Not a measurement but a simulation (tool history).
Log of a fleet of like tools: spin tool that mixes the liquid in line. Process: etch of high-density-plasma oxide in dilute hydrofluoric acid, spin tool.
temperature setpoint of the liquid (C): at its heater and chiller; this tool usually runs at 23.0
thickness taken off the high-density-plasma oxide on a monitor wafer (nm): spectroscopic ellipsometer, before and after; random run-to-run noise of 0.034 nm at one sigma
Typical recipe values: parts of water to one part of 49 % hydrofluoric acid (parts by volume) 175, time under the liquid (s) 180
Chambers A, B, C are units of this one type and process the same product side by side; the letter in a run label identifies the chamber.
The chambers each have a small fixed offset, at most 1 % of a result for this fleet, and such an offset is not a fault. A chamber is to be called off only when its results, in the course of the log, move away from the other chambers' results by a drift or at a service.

run,hour,temperature setpoint of the liquid (C),parts of water to one part of 49 % hydrofluoric acid (parts by volume),time under the liquid (s),"read-back film thickness of the high-density-plasma oxide reference wafer, read on the same gauge (nm)",thickness taken off the high-density-plasma oxide on a monitor wafer (nm)
1B,6.6,23.0,175,180,110.01,4.6431
2A,13.7,23.0,175,180,110.01,4.5802
3C,19.3,23.0,175,180,109.99,4.6888
4A,24.5,23.0,175,180,109.99,4.6751
5B,28.2,23.0,175,180,110.00,4.6185
6C,32.0,23.0,175,180,110.00,4.6298
7A,35.9,23.0,175,180,110.00,4.5949
8B,40.6,23.0,175,180,109.99,4.5881
9C,44.8,23.0,175,180,110.01,4.6514
10B,48.8,23.0,175,180,110.01,4.6357
11A,52.8,23.0,175,180,110.00,4.6745
12C,58.9,23.0,175,180,109.98,4.6217
13C,62.9,23.0,175,180,109.99,4.6981
14B,68.0,23.0,175,180,110.00,4.5944
15A,74.2,23.0,175,180,110.00,4.6409
16A,80.8,20.5,175,140,110.00,3.2947
17C,85.6,20.5,175,140,110.01,3.3098
18B,89.7,20.5,175,140,110.02,3.2614
19C,94.0,23.0,175,180,110.01,4.6331
20B,101.0,23.0,175,180,109.98,4.6007
21A,107.4,23.0,175,180,109.99,4.7723
22C,112.4,23.0,175,180,110.01,4.6250
23B,116.6,21.0,225,180,110.01,3.1760
24A,123.1,21.0,225,180,110.02,3.2649
25A,127.6,21.0,225,180,110.00,3.3506
26B,135.1,23.0,205,180,110.01,3.8250
27C,139.4,23.0,205,180,110.00,3.8161
28B,146.6,23.0,205,180,109.99,3.8870
29A,153.0,23.0,175,180,109.99,4.9166
30C,156.8,23.0,175,180,110.00,4.6896
31C,162.6,23.0,175,180,109.98,4.6764
32B,169.5,23.0,175,180,110.01,4.6673
# hour 171.9: chamber C: thermometer replaced
33A,175.5,23.0,175,180,110.00,4.9903
34A,181.9,23.0,175,180,110.02,5.0726
35B,186.3,23.0,175,180,109.99,4.7079
36C,191.7,23.0,175,180,110.01,4.7317
37C,196.2,23.0,175,180,110.01,4.6629
38A,201.1,23.0,175,180,110.00,5.0707
39B,205.0,23.0,175,180,110.01,4.6432
40B,210.9,23.0,260,180,110.01,2.8608
41C,217.7,23.0,260,180,109.99,2.8248

Has any chamber moved away from the others, gradually or after a service, or does the common gauge drift, or do the chambers differ only by their own small steady offsets? State the chamber and the most likely cause if one applies.

Little by little, chamber A moves away from the other chambers.
Most likely cause: liquid hotter than its thermometer reads (K) = 2.56.
With only this log, it may be confused with: hydrofluoric acid flow above the setpoint (%).

Chamber A could run next with any of the 4 candidate recipes listed below; each alters the usual settings, and their results appear as question marks. Which one brings its results back in line with what the other chambers deliver on the usual settings?
Allowed miss from the other chambers' usual-settings mean, per result, to count as in line: thickness taken off the high-density-plasma oxide on a monitor wafer (nm) 0.1200
42A-1,223.3,23.5,155,180,,?
42A-2,223.3,23.0,200,180,,?
42A-3,223.3,20.5,175,180,,?
42A-4,223.3,25.5,175,180,,?

Average result of the remaining chambers running the usual settings: thickness taken off the high-density-plasma oxide on a monitor wafer (nm) 4.6533
run,thickness taken off the high-density-plasma oxide on a monitor wafer (nm)
42A-1,6.0147
42A-2,4.3490
42A-3,4.6554
42A-4,5.5983
It is 42A-3 that realigns the chamber with its peers.
